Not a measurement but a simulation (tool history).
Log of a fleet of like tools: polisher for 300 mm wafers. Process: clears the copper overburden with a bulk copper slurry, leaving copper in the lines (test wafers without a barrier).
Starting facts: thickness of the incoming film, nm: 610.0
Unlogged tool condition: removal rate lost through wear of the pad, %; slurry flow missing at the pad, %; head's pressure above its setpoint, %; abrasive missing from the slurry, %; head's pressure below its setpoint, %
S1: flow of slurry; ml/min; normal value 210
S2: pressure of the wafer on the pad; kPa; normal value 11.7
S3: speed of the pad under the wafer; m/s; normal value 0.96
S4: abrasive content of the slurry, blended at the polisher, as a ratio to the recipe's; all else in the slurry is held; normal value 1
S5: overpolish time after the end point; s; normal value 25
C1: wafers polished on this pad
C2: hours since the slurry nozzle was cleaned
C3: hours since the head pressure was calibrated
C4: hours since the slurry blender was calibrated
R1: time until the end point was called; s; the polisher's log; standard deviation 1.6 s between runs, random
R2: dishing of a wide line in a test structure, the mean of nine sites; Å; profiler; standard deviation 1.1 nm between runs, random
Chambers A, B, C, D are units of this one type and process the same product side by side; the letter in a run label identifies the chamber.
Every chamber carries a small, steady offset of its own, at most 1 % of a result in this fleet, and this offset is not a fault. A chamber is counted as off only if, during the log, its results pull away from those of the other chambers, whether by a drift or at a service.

| run | hour | S1 | S2 | S3 | S4 | S5 | C1 | C2 | C3 | C4 | R1 | R2 |
|---|---|---|---|---|---|---|---|---|---|---|---|---|
| 1A | 7.5 | 210 | 11.7 | 0.96 | 1 | 25 | 829 | 256.9 | 766.9 | 24 | 102.03 | 580.78 |
|  | 11.2 | chamber B: slurry blender recalibrated |
| 2B | 13.6 | 210 | 11.7 | 0.96 | 1 | 25 | 411 | 347.7 | 623.2 | 2.5 | 102.93 | 617.18 |
|  | 22.1 | chamber D: worn pad replaced by a new one |
| 3D | 23.2 | 210 | 11.7 | 0.96 | 1 | 25 | 9 | 79.5 | 1354.3 | 73.4 | 104.76 | 591.5 |
|  | 25.3 | chamber A: worn pad replaced by a new one |
| 4C | 29.5 | 210 | 11.7 | 0.96 | 1 | 25 | 1222 | 93.6 | 543.7 | 194.7 | 106.92 | 581.88 |
| 5C | 37.3 | 210 | 11.7 | 0.96 | 1 | 25 | 1288 | 101.4 | 551.5 | 202.5 | 105.91 | 592.56 |
|  | 42.1 | chamber B: head pressure recalibrated |
|  | 42.5 | chamber C: worn pad replaced by a new one |
| 6A | 45.4 | 210 | 11.7 | 0.96 | 1 | 25 | 172 | 294.8 | 804.8 | 61.9 | 103.81 | 589.25 |
| 7D | 53.4 | 210 | 11.7 | 0.96 | 1 | 25 | 267 | 109.7 | 1384.5 | 103.6 | 107.13 | 589.66 |
|  | 58.1 | chamber B: slurry nozzle cleaned |
| 8B | 62.8 | 210 | 11.7 | 0.96 | 1 | 25 | 830 | 4.7 | 20.8 | 51.7 | 106.25 | 580.22 |
|  | 63.7 | chamber D: head pressure recalibrated |
| 9D | 69.5 | 210 | 11.7 | 0.96 | 1 | 25 | 404 | 125.8 | 5.9 | 119.7 | 118.52 | 538.33 |
|  | 73.1 | chamber B: worn pad replaced by a new one |
| 10C | 75.5 | 210 | 11.7 | 0.96 | 1 | 25 | 281 | 139.6 | 589.7 | 240.7 | 105.83 | 584.85 |
| 11A | 83 | 210 | 11.7 | 0.96 | 1 | 25 | 492 | 332.4 | 842.4 | 99.5 | 106.47 | 592.7 |
|  | 90.8 | chamber D: slurry blender recalibrated |
| 12B | 91.8 | 210 | 11.7 | 0.96 | 1 | 25 | 159 | 33.7 | 49.8 | 80.7 | 104.22 | 598.51 |
| 13A | 99.1 | 210 | 11.7 | 0.96 | 1 | 25 | 629 | 348.5 | 858.5 | 115.6 | 103.44 | 584.32 |
|  | 101 | chamber D: worn pad replaced by a new one |
|  | 101.4 | chamber C: slurry blender recalibrated |
| 14B | 107.1 | 210 | 11.7 | 0.96 | 1 | 25 | 290 | 49 | 65.1 | 96 | 103.5 | 602.75 |
| 15D | 113.2 | 210 | 11.7 | 0.96 | 1 | 25 | 104 | 169.5 | 49.6 | 22.5 | 117.19 | 557.2 |
| 16C | 122.7 | 210 | 11.7 | 0.96 | 1 | 25 | 683 | 186.8 | 636.9 | 21.3 | 107.18 | 603.63 |
|  | 123.8 | chamber A: worn pad replaced by a new one |
| 17D | 129.7 | 210 | 11.7 | 0.96 | 1 | 25 | 245 | 186 | 66.1 | 39 | 116.51 | 561.61 |
| 18C | 138.6 | 210 | 11.7 | 0.96 | 1 | 25 | 819 | 202.7 | 652.8 | 37.2 | 104.84 | 586.38 |
|  | 143.9 | chamber A: slurry blender recalibrated |
| 19A | 143.9 | 210 | 11.7 | 0.96 | 1 | 25 | 171 | 393.3 | 903.3 | 0 | 105.65 | 597.96 |
|  | 147.6 | chamber C: head pressure recalibrated |
| 20B | 149.3 | 210 | 11.7 | 0.96 | 1 | 25 | 649 | 91.2 | 107.3 | 138.2 | 103.95 | 595.21 |
| 21C | 154.7 | 210 | 11.7 | 0.96 | 1 | 25 | 956 | 218.8 | 7.1 | 53.3 | 102.66 | 569.09 |
| 22B | 162.7 | 210 | 11.7 | 0.96 | 1 | 25 | 763 | 104.6 | 120.7 | 151.6 | 103.02 | 576.52 |
|  | 167.8 | chamber A: slurry nozzle cleaned |
| 23A | 168.6 | 210 | 11.7 | 0.96 | 1 | 25 | 381 | 0.8 | 928 | 24.7 | 103.11 | 590.51 |
| 24D | 174.1 | 210 | 11.7 | 0.96 | 1 | 25 | 623 | 230.4 | 110.5 | 83.4 | 113.5 | 560.77 |
| 25D | 179.1 | 210 | 11.7 | 0.96 | 1 | 25 | 666 | 235.4 | 115.5 | 88.4 | 114.99 | 572 |
| 26C | 185.6 | 210 | 11.7 | 0.96 | 1 | 25 | 1219 | 249.7 | 38 | 84.2 | 104.87 | 590.83 |
| 27A | 193.2 | 210 | 13.1 | 1.28 | 1 | 25 | 591 | 25.4 | 952.6 | 49.3 | 70.292 | 723.8 |

Is one chamber out of step, is the gauge drifting, or do the chambers differ by no more than their own small offsets? For an off chamber, give its letter and the likeliest cause.

After it was serviced, chamber D no longer matches the other chambers.
Likeliest cause: head's pressure below its setpoint, % = 9.09.

Which of the 4 candidates below, each the usual settings with something changed and its results left as question marks, puts chamber D back in line with what the other chambers give on the usual settings?
Allowed miss from the other chambers' usual-settings mean, per result, to count as in line: R1 5.6 s; R2 38 Å
| 28D-1 | 200.9 | 205 | 10.3 | 0.86 | 1 | 25 |  |  |  |  | ? | ? |
| 28D-2 | 200.9 | 210 | 12.4 | 1 | 1 | 25 |  |  |  |  | ? | ? |
| 28D-3 | 200.9 | 210 | 11 | 0.92 | 1 | 25 |  |  |  |  | ? | ? |
| 28D-4 | 200.9 | 215 | 13.1 | 1.06 | 1 | 26 |  |  |  |  | ? | ? |

Other chambers, usual settings, mean: R1 104.59 s; R2 591.02 Å
| run | R1 | R2 |
|---|---|---|
| 28D-1 | 149.12 | 479.13 |
| 28D-2 | 106.7 | 584.16 |
| 28D-3 | 130.36 | 519.45 |
| 28D-4 | 95.125 | 628.8 |
The right change is 28D-2: it brings the chamber back within the allowed miss of the others.
